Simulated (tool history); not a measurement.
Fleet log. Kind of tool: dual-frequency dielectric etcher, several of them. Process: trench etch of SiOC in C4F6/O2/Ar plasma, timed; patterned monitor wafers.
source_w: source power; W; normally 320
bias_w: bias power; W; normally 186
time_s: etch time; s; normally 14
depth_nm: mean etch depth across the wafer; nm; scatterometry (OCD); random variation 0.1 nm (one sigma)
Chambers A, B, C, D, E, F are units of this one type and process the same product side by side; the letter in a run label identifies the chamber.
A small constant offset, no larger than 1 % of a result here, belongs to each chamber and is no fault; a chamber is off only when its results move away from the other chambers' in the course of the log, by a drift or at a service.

run,hour,source_w,bias_w,time_s,hours since the last wet clean,hours since the last source power generator calibration,hours since the last bias power generator calibration,"read-back reference wafer on the same gauge, depth_nm",depth_nm
1A,6.9,320,186,14,414.9,2187.8,1501.1,25,26.872
2B,15.7,320,186,14,239.9,2160.2,612,25.007,26.688
3D,24.2,320,186,14,272.9,410.5,2034.8,25.004,27.272
4F,34.7,320,186,14,320.7,1366.4,2582.6,25.001,26.87
5C,44.8,320,186,14,330.1,1066.7,2436.4,25.007,26.954
6E,55.9,370,158,14,261.2,2906.6,3348.2,24.994,27.178
7D,64.7,370,158,14,313.4,451,2075.3,25.012,27.508
8F,70.8,370,158,14,356.8,1402.5,2618.7,24.988,26.863
9E,78.3,370,158,14,283.6,2929,3370.6,25.004,27.05
# hour 82: chamber A: wet clean of the chamber
10A,85.7,370,158,14,3.7,2266.6,1579.9,25.004,27.027
11C,95,370,158,14,380.3,1116.9,2486.6,24.992,26.941
# hour 99.9: chamber C: wet clean of the chamber
12B,102.5,320,186,14,326.7,2247,698.8,24.996,26.513
# hour 104.5: chamber F: wet clean of the chamber
13C,114.4,320,186,14,14.6,1136.3,2506,25.004,26.839
14A,122.5,320,186,14,40.5,2303.4,1616.7,24.976,26.999
15B,128.7,320,186,14,352.9,2273.2,725,25.011,26.539
16F,137.1,320,186,14,32.6,1468.8,2685,25.004,26.774
17E,148.8,320,186,14,354.1,2999.5,3441.1,25.008,26.936
# hour 150.5: chamber E: source power generator calibrated
18D,155.7,320,186,14,404.4,542,2166.3,24.98,27.177
19C,165.1,320,186,14,65.3,1187,2556.7,25.021,26.898
20D,176,320,186,14,424.7,562.3,2186.6,25.001,27.217
# hour 187.1: chamber D: bias power generator calibrated
21A,187.1,320,186,14,105.1,2368,1681.3,24.996,27.081
22E,192.9,320,222,10.5,398.2,42.5,3485.2,25.002,21.662
23F,201.1,320,222,10.5,96.6,1532.8,2749,24.97,21.439
# hour 209.2: chamber B: source power generator calibrated
24B,213.8,320,222,10.5,438,4.6,810.1,25.009,20.758
25C,220.1,320,222,10.5,120.3,1242,2611.7,24.987,21.33
26F,227.5,320,222,10.5,123,1559.2,2775.4,25.01,21.42
27E,239.4,320,222,10.5,444.7,89,3531.7,24.992,21.378
# hour 242.4: chamber C: bias power generator calibrated
28A,248.1,320,186,14,166.1,2429,1742.3,25.013,26.886
29B,261.2,320,186,14,485.4,52,857.5,25.005,26.134
30D,267,320,186,14,515.7,653.3,80,25.011,27.251
31A,276.3,320,186,14,194.3,2457.2,1770.5,24.996,26.944
32D,288.6,320,186,14,537.3,674.9,101.6,24.991,27.119
33F,295.4,320,186,14,190.9,1627.1,2843.3,24.984,26.988
# hour 297.1: chamber F: bias power generator calibrated
34C,305.2,360,186,16,205.4,1327.1,62.9,24.965,32.347
35E,314.2,360,186,16,519.5,163.8,3606.5,24.989,32.368
36B,325.7,360,186,16,549.9,116.5,922,25.034,30.892
37D,335.1,360,186,16,583.8,721.4,148.1,24.969,32.346
38F,348.3,360,186,16,243.8,1680,51.2,24.996,32.005
39C,358.9,360,186,16,259.1,1380.8,116.6,25.02,32.017

Is one chamber out of step, is the gauge drifting, or do the chambers differ by no more than their own small offsets? For an off chamber, give its letter and the likeliest cause.

It is chamber B that slowly wanders off from its peers.
Likeliest cause: etch rate under this chamber's usual, % = 3.84.

Below are 4 candidate recipes for chamber B's next run, each the usual settings with a change, their results shown as question marks. Which of them brings B's results back in line with what the other chambers give on the usual settings?
Allowed miss from the other chambers' usual-settings mean, per result, to count as in line: depth_nm 0.35 nm
40B-1,368.4,320,157,14,,,,,?
40B-2,368.4,320,182,13,,,,,?
40B-3,368.4,330,186,15,,,,,?
40B-4,368.4,330,186,14.5,,,,,?

What the other chambers average on the usual settings: depth_nm 26.943 nm
run,depth_nm
40B-1,24.247
40B-2,23.582
40B-3,27.732
40B-4,26.808
40B-4 is the one that brings the chamber's results back in line with the other chambers.
